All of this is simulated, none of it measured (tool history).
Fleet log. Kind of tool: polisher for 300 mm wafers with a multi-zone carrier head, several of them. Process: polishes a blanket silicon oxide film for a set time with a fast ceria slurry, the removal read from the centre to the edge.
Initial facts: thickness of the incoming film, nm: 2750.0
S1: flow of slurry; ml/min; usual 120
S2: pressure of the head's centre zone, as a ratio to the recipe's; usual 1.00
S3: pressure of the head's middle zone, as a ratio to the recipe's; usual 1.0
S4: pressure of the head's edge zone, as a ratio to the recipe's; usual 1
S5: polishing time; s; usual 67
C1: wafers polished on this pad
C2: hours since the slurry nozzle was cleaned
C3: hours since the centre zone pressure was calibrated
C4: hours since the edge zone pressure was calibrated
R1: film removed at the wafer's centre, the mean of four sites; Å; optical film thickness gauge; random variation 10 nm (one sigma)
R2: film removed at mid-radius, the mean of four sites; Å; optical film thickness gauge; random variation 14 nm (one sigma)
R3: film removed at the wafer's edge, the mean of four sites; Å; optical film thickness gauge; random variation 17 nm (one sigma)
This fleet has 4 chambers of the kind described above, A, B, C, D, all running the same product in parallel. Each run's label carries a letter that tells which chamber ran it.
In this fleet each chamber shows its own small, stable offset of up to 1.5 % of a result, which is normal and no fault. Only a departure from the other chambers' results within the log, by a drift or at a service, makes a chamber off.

run,hour,S1,S2,S3,S4,S5,C1,C2,C3,C4,R1,R2,R3
# hour 2.5: chamber B: worn pad replaced by a new one
1D,10.1,120,1.00,1.0,1,67,395,712.7,738.6,288.9,11431.0,11463,11444
2A,16.1,120,1.00,1.0,1,67,618,147.1,181.4,83.5,11152.0,11181,11466
# hour 19.2: chamber C: worn pad replaced by a new one
3B,22.9,120,1.00,1.0,1,67,290,121.1,552.0,347.4,11328.0,11286,11324
# hour 25.5: chamber B: edge zone pressure recalibrated
# hour 29.3: chamber C: slurry nozzle cleaned
4C,31.8,120,1.00,1.0,1,67,179,2.5,224.5,115.8,11239.0,11171,11320
5B,38.8,120,1.00,1.0,1,67,515,137.0,567.9,13.3,11361.0,11181,11210
6C,46.7,120,1.00,1.0,1,67,391,17.4,239.4,130.7,11279.0,11431,11160
7D,54.7,120,1.00,1.0,1,67,1028,757.3,783.2,333.5,11165.0,11231,11125
8A,59.8,120,1.00,1.0,1,67,1238,190.8,225.1,127.2,11229.0,11362,11193
# hour 65.9: chamber D: worn pad replaced by a new one
9B,68.4,120,1.00,1.0,1,67,935,166.6,597.5,42.9,11182.0,11411,11302
# hour 71.1: chamber A: worn pad replaced by a new one
# hour 72.4: chamber B: worn pad replaced by a new one
10C,76.6,120,1.00,1.0,1,67,815,47.3,269.3,160.6,11130.0,11242,11326
# hour 76.8: chamber D: slurry nozzle cleaned
11D,87.1,120,1.00,1.0,1,67,301,10.3,815.6,365.9,11289.0,11278,10919
12A,95.7,120,1.00,1.0,1,67,350,226.7,261.0,163.1,11040.0,11325,11101
# hour 101.2: chamber C: worn pad replaced by a new one
13A,101.5,120,1.00,1.0,1,67,432,232.5,266.8,168.9,11248.0,11334,11470
14B,107.1,120,1.08,1.0,1,89,492,205.3,636.2,81.6,16279.0,15391,14838
# hour 114.1: chamber A: slurry nozzle cleaned
15C,115.1,120,1.08,1.0,1,89,198,85.8,307.8,199.1,16245.0,15118,15019
16D,120.3,120,1.08,1.0,1,89,772,43.5,848.8,399.1,16080.0,15116,14788
17D,129.5,120,1.08,1.0,1,89,903,52.7,858.0,408.3,16212.0,15094,14930
# hour 134.8: chamber B: worn pad replaced by a new one
18B,138.8,120,1.00,1.0,1,67,57,237.0,667.9,113.3,11157.0,11239,11188
# hour 139.4: chamber A: centre zone pressure recalibrated
19C,148.9,155,1.00,0.9,1,67,678,119.6,341.6,232.9,11876.0,10504,12028
# hour 151.6: chamber D: worn pad replaced by a new one
20A,157.6,155,1.00,0.9,1,67,1228,43.5,18.2,225.0,12450.0,10740,11395
21C,164.8,155,1.00,0.9,1,67,903,135.5,357.5,248.8,11836.0,10784,11618
# hour 167.6: chamber A: worn pad replaced by a new one
22B,174.2,155,1.00,0.9,1,67,559,272.4,703.3,148.7,11996.0,11117,11491
# hour 181.3: chamber C: worn pad replaced by a new one
23D,184.6,120,1.00,1.0,1,67,468,107.8,913.1,463.4,11373.0,11452,11417
24A,193.2,120,1.00,1.0,1,67,363,79.1,53.8,260.6,11698.0,11109,11358
25D,197.9,120,1.00,1.0,1,67,657,121.1,926.4,476.7,11345.0,11284,11577
26C,205.3,120,1.00,1.0,1,67,341,176.0,398.0,289.3,11043.0,11322,11347
# hour 206.4: chamber B: worn pad replaced by a new one
27A,211.1,120,1.00,1.0,1,67,617,97.0,71.7,278.5,11751.0,11546,11039
28B,220.9,120,1.00,1.0,1,67,206,319.1,750.0,195.4,11327.0,11265,11494
29C,231.2,120,1.00,1.0,1,67,708,201.9,423.9,315.2,11027.0,11313,11269
30A,237.5,120,1.00,1.0,1,67,992,123.4,98.1,304.9,11733.0,11273,11404
31B,244.2,120,1.00,1.0,1,67,536,342.4,773.3,218.7,11535.0,11406,11277
32D,251.5,120,1.00,1.0,1,67,1417,174.7,980.0,530.3,11209.0,11258,11226
# hour 259.2: chamber D: worn pad replaced by a new one
# hour 259.7: chamber C: worn pad replaced by a new one
33A,260.3,120,1.00,1.0,1,67,1315,146.2,120.9,327.7,11821.0,11354,11352
34C,268.4,120,1.00,1.0,1,67,123,239.1,461.1,352.4,11333.0,11396,11126
# hour 275.2: chamber B: worn pad replaced by a new one
35D,277.0,120,0.89,1.0,1,67,252,200.2,1005.5,555.8,9836.1,11544,11368
# hour 279.0: chamber D: centre zone pressure recalibrated
# hour 282.5: chamber A: worn pad replaced by a new one
36B,284.3,120,0.89,1.0,1,67,129,382.5,813.4,258.8,10189.0,11449,11611
37B,292.6,120,0.89,1.0,1,67,247,390.8,821.7,267.1,9993.6,11427,11245
38D,301.7,120,0.89,1.0,1,67,603,224.9,22.8,580.5,9945.5,11371,11167
39A,308.8,120,1.00,1.0,1,67,374,194.7,169.4,376.2,11774.0,11320,11413

Each of the 4 chambers runs these same settings next. Fill in every chamber's results:
40A,316.7,120,1.00,1.0,1,67,,,,,?,?,?
40B,316.7,120,1.00,1.0,1,67,,,,,?,?,?
40C,316.7,120,1.00,1.0,1,67,,,,,?,?,?
40D,316.7,120,1.00,1.0,1,67,,,,,?,?,?

run,R1,R2,R3
40A,11703.0,11344,11075
40B,11328.0,11243,11292
40C,11138.0,11397,11004
40D,11207.0,11550,11418
